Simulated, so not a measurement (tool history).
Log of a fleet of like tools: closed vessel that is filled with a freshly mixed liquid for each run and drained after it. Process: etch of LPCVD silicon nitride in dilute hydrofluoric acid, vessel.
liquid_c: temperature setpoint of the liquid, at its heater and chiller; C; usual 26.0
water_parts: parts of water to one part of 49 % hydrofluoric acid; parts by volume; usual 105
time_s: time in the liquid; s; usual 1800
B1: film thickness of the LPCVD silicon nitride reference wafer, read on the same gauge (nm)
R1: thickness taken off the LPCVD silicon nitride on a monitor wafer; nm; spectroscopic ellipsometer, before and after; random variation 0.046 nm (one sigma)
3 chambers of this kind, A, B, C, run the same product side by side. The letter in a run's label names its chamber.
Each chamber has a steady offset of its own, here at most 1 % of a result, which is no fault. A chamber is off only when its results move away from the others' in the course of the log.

Run 1C, hour 5.1: usual settings; B1 129.99. Result: R1 8.7170 nm.
Run 2A, hour 7.4: usual settings; B1 130.01. Result: R1 8.6563 nm.
Run 3B, hour 11.9: usual settings; B1 130.02. Result: R1 8.7400 nm.
Run 4B, hour 14.7: usual settings; B1 130.01. Result: R1 8.7966 nm.
Run 5C, hour 18.6: usual settings; B1 130.00. Result: R1 8.7528 nm.
Run 6A, hour 22.2: usual settings; B1 130.03. Result: R1 8.6767 nm.
Run 7B, hour 24.6: usual settings; B1 130.00. Result: R1 8.7778 nm.
Run 8C, hour 28.4: usual settings; B1 130.01. Result: R1 8.7812 nm.
Run 9A, hour 31.0: usual settings; B1 129.99. Result: R1 8.7164 nm.
Run 10C, hour 33.4: usual settings; B1 129.99. Result: R1 8.7211 nm.
Run 11B, hour 38.4: usual settings but liquid_c 24.0 C, water_parts 60 parts by volume; B1 130.00. Result: R1 13.1910 nm.
Run 12A, hour 42.2: usual settings but liquid_c 24.0 C, water_parts 60 parts by volume; B1 130.01. Result: R1 13.4230 nm.
Run 13A, hour 46.7: usual settings but liquid_c 24.0 C, water_parts 60 parts by volume; B1 129.99. Result: R1 13.2770 nm.
Run 14B, hour 50.6: usual settings; B1 129.99. Result: R1 8.7112 nm.
Run 15C, hour 55.5: usual settings; B1 129.99. Result: R1 8.8595 nm.
Run 16C, hour 58.2: usual settings; B1 129.99. Result: R1 8.8005 nm.
Run 17B, hour 63.2: usual settings; B1 130.02. Result: R1 8.7963 nm.
Run 18A, hour 67.6: usual settings; B1 130.02. Result: R1 8.6945 nm.
Run 19C, hour 72.5: usual settings; B1 129.99. Result: R1 8.8436 nm.
Run 20B, hour 75.8: usual settings; B1 130.00. Result: R1 8.7130 nm.
At hour 78.6: chamber A: hydrofluoric acid flow meter replaced.
Run 21A, hour 79.6: usual settings; B1 130.01. Result: R1 8.7053 nm.
Run 22A, hour 83.5: usual settings; B1 130.01. Result: R1 8.7131 nm.
Run 23C, hour 87.8: usual settings; B1 130.00. Result: R1 8.9892 nm.
Run 24B, hour 90.6: usual settings; B1 129.99. Result: R1 8.7691 nm.
Run 25A, hour 95.7: usual settings; B1 130.00. Result: R1 8.6708 nm.
Run 26B, hour 100.8: usual settings; B1 129.99. Result: R1 8.7296 nm.
Run 27C, hour 104.3: usual settings but liquid_c 29.5 C, time_s 2680 s; B1 130.00. Result: R1 16.7440 nm.
Run 28B, hour 107.7: usual settings but liquid_c 29.5 C, time_s 2680 s; B1 130.00. Result: R1 16.2890 nm.
Run 29A, hour 111.6: usual settings but liquid_c 29.5 C, time_s 2680 s; B1 129.98. Result: R1 16.0300 nm.
Run 30C, hour 114.7: usual settings; B1 130.00. Result: R1 9.0838 nm.
Run 31B, hour 118.7: usual settings; B1 130.01. Result: R1 8.7591 nm.
Run 32C, hour 121.5: usual settings; B1 129.98. Result: R1 9.0763 nm.

Next, every chamber runs the same settings. What will each give?
Run 33A, hour 125.2: usual settings but time_s 2135 s. Result: R1 ?.
Run 33B, hour 125.2: usual settings but time_s 2135 s. Result: R1 ?.
Run 33C, hour 125.2: usual settings but time_s 2135 s. Result: R1 ?.

run       R1
33A  10.2380
33B  10.4320
33C  10.8060

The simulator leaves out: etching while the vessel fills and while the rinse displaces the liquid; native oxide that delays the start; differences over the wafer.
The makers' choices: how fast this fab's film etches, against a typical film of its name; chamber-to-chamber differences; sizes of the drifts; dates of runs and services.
